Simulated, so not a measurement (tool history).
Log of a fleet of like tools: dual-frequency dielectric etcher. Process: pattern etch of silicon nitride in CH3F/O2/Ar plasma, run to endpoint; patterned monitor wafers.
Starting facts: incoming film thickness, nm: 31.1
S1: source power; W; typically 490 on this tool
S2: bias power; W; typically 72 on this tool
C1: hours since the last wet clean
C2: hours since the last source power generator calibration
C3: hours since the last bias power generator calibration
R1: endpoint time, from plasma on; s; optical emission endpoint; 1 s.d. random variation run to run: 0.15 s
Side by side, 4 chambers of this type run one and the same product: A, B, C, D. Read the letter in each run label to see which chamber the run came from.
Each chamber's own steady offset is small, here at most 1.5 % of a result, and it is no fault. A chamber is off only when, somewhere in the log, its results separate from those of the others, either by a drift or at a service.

| run | day | S1 | S2 | C1 | C2 | C3 | R1 |
|---|---|---|---|---|---|---|---|
| 1D | 0.312 | 490 | 72 | 82 | 2564.3 | 1356.8 | 41.47 |
| 2B | 0.596 | 490 | 72 | 136.4 | 2729.2 | 338.9 | 41.737 |
| 3C | 1.025 | 490 | 72 | 174.8 | 1282.9 | 2388.1 | 41.638 |
| 4A | 1.229 | 490 | 72 | 324.3 | 2445.8 | 3667.6 | 41.188 |
| 5C | 1.529 | 490 | 72 | 186.9 | 1295 | 2400.2 | 41.355 |
| 6A | 1.912 | 490 | 72 | 340.7 | 2462.2 | 3684 | 41.341 |
| 7B | 2.271 | 390 | 72 | 176.6 | 2769.4 | 379.1 | 45.494 |
| 8D | 2.567 | 390 | 72 | 136.1 | 2618.4 | 1410.9 | 45.389 |
| 9C | 3.012 | 390 | 72 | 222.5 | 1330.6 | 2435.8 | 45.324 |
| 10D | 3.446 | 390 | 72 | 157.2 | 2639.5 | 1432 | 45.288 |
| 11B | 3.892 | 490 | 72 | 215.5 | 2808.3 | 418 | 41.662 |
| 12A | 4.142 | 490 | 72 | 394.2 | 2515.7 | 3737.5 | 40.92 |
| 13D | 4.483 | 490 | 72 | 182.1 | 2664.4 | 1456.9 | 41.705 |
|  | 4.508 | chamber A: wet clean of the chamber |
| 14C | 4.708 | 490 | 72 | 263.2 | 1371.3 | 2476.5 | 41.326 |
|  | 5.054 | chamber A: bias power generator calibrated |
| 15A | 5.125 | 490 | 72 | 14.9 | 2539.3 | 1.8 | 41.201 |
| 16B | 5.429 | 490 | 72 | 252.4 | 2845.2 | 454.9 | 41.461 |
| 17A | 5.688 | 490 | 72 | 28.4 | 2552.8 | 15.3 | 41.291 |
| 18D | 6.092 | 490 | 72 | 220.7 | 2703 | 1495.5 | 41.739 |
| 19C | 6.533 | 490 | 72 | 307 | 1415.1 | 2520.3 | 41.589 |
| 20B | 6.858 | 490 | 72 | 286.7 | 2879.5 | 489.2 | 41.481 |
| 21B | 7.079 | 490 | 72 | 292 | 2884.8 | 494.5 | 41.449 |
| 22C | 7.488 | 490 | 72 | 329.9 | 1438 | 2543.2 | 41.481 |
| 23A | 7.683 | 490 | 72 | 76.3 | 2600.7 | 63.2 | 41.002 |
| 24D | 7.917 | 490 | 72 | 264.5 | 2746.8 | 1539.3 | 41.796 |
| 25D | 8.158 | 490 | 72 | 270.3 | 2752.6 | 1545.1 | 41.65 |
| 26C | 8.462 | 490 | 72 | 353.3 | 1461.4 | 2566.6 | 41.43 |
| 27B | 8.746 | 490 | 72 | 332 | 2924.8 | 534.5 | 41.397 |
| 28A | 9 | 560 | 63 | 107.9 | 2632.3 | 94.8 | 40.804 |
| 29A | 9.288 | 560 | 63 | 114.8 | 2639.2 | 101.7 | 40.737 |
| 30D | 9.575 | 560 | 63 | 304.3 | 2786.6 | 1579.1 | 41.287 |
| 31B | 9.967 | 560 | 63 | 361.3 | 2954.1 | 563.8 | 41.213 |
| 32C | 10.246 | 490 | 72 | 396.1 | 1504.2 | 2609.4 | 41.479 |
| 33C | 10.446 | 490 | 72 | 400.9 | 1509 | 2614.2 | 41.314 |
| 34B | 10.804 | 490 | 72 | 381.4 | 2974.2 | 583.9 | 41.667 |
| 35D | 11.067 | 550 | 87 | 340.1 | 2822.4 | 1614.9 | 37.31 |
| 36A | 11.371 | 550 | 87 | 164.8 | 2689.2 | 151.7 | 37.036 |
| 37D | 11.571 | 550 | 87 | 352.2 | 2834.5 | 1627 | 37.474 |
| 38C | 11.862 | 550 | 87 | 434.9 | 1543 | 2648.2 | 37.191 |
| 39B | 12.271 | 490 | 72 | 416.6 | 3009.4 | 619.1 | 41.392 |
| 40A | 12.629 | 400 | 72 | 195 | 2719.4 | 181.9 | 44.559 |

Next, all 4 chambers run the settings below, one line each with question marks for the results. What does each chamber give?
| 41A | 12.95 | 490 | 72 |  |  |  | ? |
| 41B | 12.95 | 490 | 72 |  |  |  | ? |
| 41C | 12.95 | 490 | 72 |  |  |  | ? |
| 41D | 12.95 | 490 | 72 |  |  |  | ? |

| run | R1 |
|---|---|
| 41A | 41.105 |
| 41B | 41.571 |
| 41C | 41.302 |
| 41D | 41.796 |

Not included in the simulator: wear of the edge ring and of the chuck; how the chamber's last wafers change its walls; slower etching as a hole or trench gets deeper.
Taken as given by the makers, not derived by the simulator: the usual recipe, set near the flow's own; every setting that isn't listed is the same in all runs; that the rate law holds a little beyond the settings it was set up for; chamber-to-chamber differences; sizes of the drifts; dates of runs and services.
